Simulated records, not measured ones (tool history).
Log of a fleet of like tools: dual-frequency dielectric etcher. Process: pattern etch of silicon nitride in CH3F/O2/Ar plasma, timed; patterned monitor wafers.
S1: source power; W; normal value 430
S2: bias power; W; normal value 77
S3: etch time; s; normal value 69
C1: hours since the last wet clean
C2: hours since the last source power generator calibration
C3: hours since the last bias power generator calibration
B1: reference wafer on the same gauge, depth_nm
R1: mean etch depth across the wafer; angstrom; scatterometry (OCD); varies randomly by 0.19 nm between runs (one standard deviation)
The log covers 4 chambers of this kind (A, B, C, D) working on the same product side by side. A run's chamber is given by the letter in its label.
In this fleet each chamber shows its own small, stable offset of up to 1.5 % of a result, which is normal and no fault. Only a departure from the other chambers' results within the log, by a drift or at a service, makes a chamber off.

run   hour   S1  S2    S3     C1      C2      C3      B1      R1
 1C      8  430  77    69  333.9  2594.2  1028.6  57.775  516.79
 2D   20.3  430  77    69  485.1  3780.3   115.1   57.82  506.85
      23.3  -- chamber B: wet clean of the chamber
 3B   29.2  430  77    69    5.9  2666.9  2811.6  57.813  503.16
 4A   41.8  430  77    69  401.5   242.9  3251.1  57.847  510.93
 5A   51.3  430  77    50    411   252.4  3260.6  57.755   373.5
 6C   63.7  430  77    50  389.6  2649.9  1084.3  57.744   372.8
 7B   71.4  430  77    50   48.1  2709.1  2853.8  57.844  362.73
 8D   80.8  430  77    50  545.6  3840.8   175.6  57.788  369.48
 9D   93.6  430  77    69  558.4  3853.6   188.4  57.803  509.67
     102.3  -- chamber D: wet clean of the chamber
     105.3  -- chamber B: source power generator calibrated
10A  105.9  430  77    69  465.6     307  3315.2  57.835  513.54
11C  112.1  430  77    69    438  2698.3  1132.7  57.813   517.9
12B  120.5  430  77    69   97.2    15.3  2902.9  57.782  502.06
13C  133.4  430  77    69  459.3  2719.6    1154  57.869  515.66
14D  143.6  430  77    69   41.3  3903.6   238.4  57.819  497.69
     154.5  -- chamber A: wet clean of the chamber
15A  154.9  520  70    69    0.4     356  3364.2  57.774  531.55
16B  164.8  520  70    69  141.5    59.6  2947.2  57.741  524.58
     167.7  -- chamber A: bias power generator calibrated
17C  177.2  520  70    69  503.1  2763.4  1197.8  57.777   539.8
18B  185.8  520  70    69  162.5    80.6  2968.2  57.804  528.12
19A    196  390  77  53.5   41.5   397.1    28.4  57.839  383.34
20D  205.8  390  77  53.5  103.5  3965.8   300.6  57.821  370.43
21D  212.7  390  77  53.5  110.4  3972.7   307.5  57.887  369.96
       223  -- chamber C: wet clean of the chamber
22A  225.9  390  77  53.5   71.4     427    58.3  57.764  383.56
23C    232  430  77    69    9.1  2818.2  1252.6  57.802  514.96
24B  244.1  430  88    69  220.8   138.9  3026.5  57.716  529.56

Next, every chamber runs the same settings. What will each give?
25A  253.5  430  77  69                   ?
25B  253.5  430  77  69                   ?
25C  253.5  430  77  69                   ?
25D  253.5  430  77  69                   ?

run      R1
25A  516.27
25B  502.74
25C  513.79
25D  495.71
